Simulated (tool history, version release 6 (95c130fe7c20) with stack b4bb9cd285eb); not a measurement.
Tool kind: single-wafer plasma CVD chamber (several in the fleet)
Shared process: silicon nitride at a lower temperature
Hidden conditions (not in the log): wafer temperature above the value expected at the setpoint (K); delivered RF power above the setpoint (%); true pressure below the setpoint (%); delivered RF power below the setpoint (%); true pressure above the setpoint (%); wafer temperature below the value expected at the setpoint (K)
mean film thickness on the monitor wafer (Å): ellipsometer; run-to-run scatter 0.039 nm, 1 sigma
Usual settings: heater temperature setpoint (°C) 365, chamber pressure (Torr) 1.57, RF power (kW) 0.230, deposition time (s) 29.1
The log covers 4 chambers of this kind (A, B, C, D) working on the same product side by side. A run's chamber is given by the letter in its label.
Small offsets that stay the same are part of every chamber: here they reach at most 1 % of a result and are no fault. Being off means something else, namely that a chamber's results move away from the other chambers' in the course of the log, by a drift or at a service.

run   hour  heater temperature setpoint (°C)  chamber pressure (Torr)  RF power (kW)  deposition time (s)  hours since the last thermocouple change  hours since the last RF generator calibration  hours since the last manometer calibration  read-back reference wafer on the same gauge, thickness_nm  mean film thickness on the monitor wafer (Å)
 1B    5.6                               365                     1.57          0.230                 29.1                                    1554.7                                         1544.0                                      1228.6                                                     22.701                                        279.86
 2C   10.8                               365                     1.57          0.230                 29.1                                     547.0                                          710.1                                       391.6                                                     22.706                                        280.30
 3A   18.2                               365                     1.57          0.230                 29.1                                     853.1                                          759.9                                       831.9                                                     22.704                                        279.92
 4D   24.5                               365                     1.57          0.230                 29.1                                     840.0                                          968.8                                       327.9                                                     22.719                                        280.65
 5A   30.8                               365                     1.57          0.230                 29.1                                     865.7                                          772.5                                       844.5                                                     22.724                                        279.56
 6D   35.6                               365                     1.57          0.230                 29.1                                     851.1                                          979.9                                       339.0                                                     22.723                                        280.32
 7B   40.9                               365                     1.57          0.230                 29.1                                    1590.0                                         1579.3                                      1263.9                                                     22.723                                        280.45
 8C   47.4                               365                     1.57          0.230                 29.1                                     583.6                                          746.7                                       428.2                                                     22.723                                        280.70
 9D   52.3                               365                     1.57          0.230                 29.1                                     867.8                                          996.6                                       355.7                                                     22.741                                        280.88
10C   58.2                               365                     1.57          0.230                 29.1                                     594.4                                          757.5                                       439.0                                                     22.735                                        280.72
11A   64.9                               365                     1.57          0.230                 29.1                                     899.8                                          806.6                                       878.6                                                     22.730                                        279.76
      67.0  -- chamber B: RF generator calibrated
12B   69.8                               365                     1.57          0.230                 29.1                                    1618.9                                            2.9                                      1292.8                                                     22.748                                        279.98
13C   73.9                               365                     1.57          0.230                 29.1                                     610.1                                          773.2                                       454.7                                                     22.747                                        280.87
14A   80.6                               365                     1.57          0.230                 29.1                                     915.5                                          822.3                                       894.3                                                     22.753                                        280.32
15B   87.9                               365                     1.95          0.230                 26.4                                    1637.0                                           21.0                                      1310.9                                                     22.760                                        271.05
16D   91.7                               365                     1.95          0.230                 26.4                                     907.2                                         1036.0                                       395.1                                                     22.762                                        270.50
17A   98.3                               365                     1.95          0.230                 26.4                                     933.2                                          840.0                                       912.0                                                     22.767                                        270.02
18B  104.8                               365                     1.95          0.230                 26.4                                    1653.9                                           37.9                                      1327.8                                                     22.772                                        270.16
19D  112.8                               365                     1.57          0.230                 29.1                                     928.3                                         1057.1                                       416.2                                                     22.768                                        281.28
20C  118.8                               365                     1.57          0.230                 29.1                                     655.0                                          818.1                                       499.6                                                     22.773                                        281.43
21D  123.7                               365                     1.57          0.230                 29.1                                     939.2                                         1068.0                                       427.1                                                     22.781                                        281.22
22A  129.7                               365                     1.57          0.230                 29.1                                     964.6                                          871.4                                       943.4                                                     22.785                                        280.25
23B  137.7                               365                     1.57          0.230                 29.1                                    1686.8                                           70.8                                      1360.7                                                     22.790                                        281.17
24C  141.3                               365                     1.57          0.190                 29.1                                     677.5                                          840.6                                       522.1                                                     22.793                                        243.31
     143.5  -- chamber B: capacitance manometer re-zeroed and calibrated
25D  145.6                               365                     1.57          0.190                 29.1                                     961.1                                         1089.9                                       449.0                                                     22.799                                        244.66
26C  151.0                               365                     1.57          0.190                 29.1                                     687.2                                          850.3                                       531.8                                                     22.798                                        244.18
27A  154.7                               365                     1.57          0.190                 29.1                                     989.6                                          896.4                                       968.4                                                     22.802                                        242.33
28B  158.6                               365                     1.57          0.230                 29.1                                    1707.7                                           91.7                                        15.2                                                     22.806                                        281.24
     162.6  -- chamber B: thermocouple changed; heater temperature recalibrated
29D  165.7                               365                     1.57          0.230                 29.1                                     981.2                                         1110.0                                       469.1                                                     22.803                                        281.14
30C  169.4                               365                     1.57          0.230                 29.1                                     705.6                                          868.7                                       550.2                                                     22.807                                        282.23
31A  173.5                               365                     1.73          0.230                 29.1                                    1008.4                                          915.2                                       987.2                                                     22.822                                        288.52
32B  180.4                               365                     1.73          0.230                 29.1                                      17.9                                          113.5                                        37.0                                                     22.821                                        288.85
33D  184.3                               365                     1.73          0.230                 29.1                                     999.8                                         1128.6                                       487.7                                                     22.815                                        289.31
34A  192.3                               365                     1.73          0.230                 29.1                                    1027.2                                          934.0                                      1006.0                                                     22.827                                        288.29

One chamber off, gauge drift, or nothing amiss beyond the chambers' own small offsets? If it is a chamber, which one, and what is the likeliest cause?

It is the gauge, not a chamber: its drift shows up in every chamber's results at once, and no chamber is off.
Likeliest cause: gauge reads high (%) = 0.565.

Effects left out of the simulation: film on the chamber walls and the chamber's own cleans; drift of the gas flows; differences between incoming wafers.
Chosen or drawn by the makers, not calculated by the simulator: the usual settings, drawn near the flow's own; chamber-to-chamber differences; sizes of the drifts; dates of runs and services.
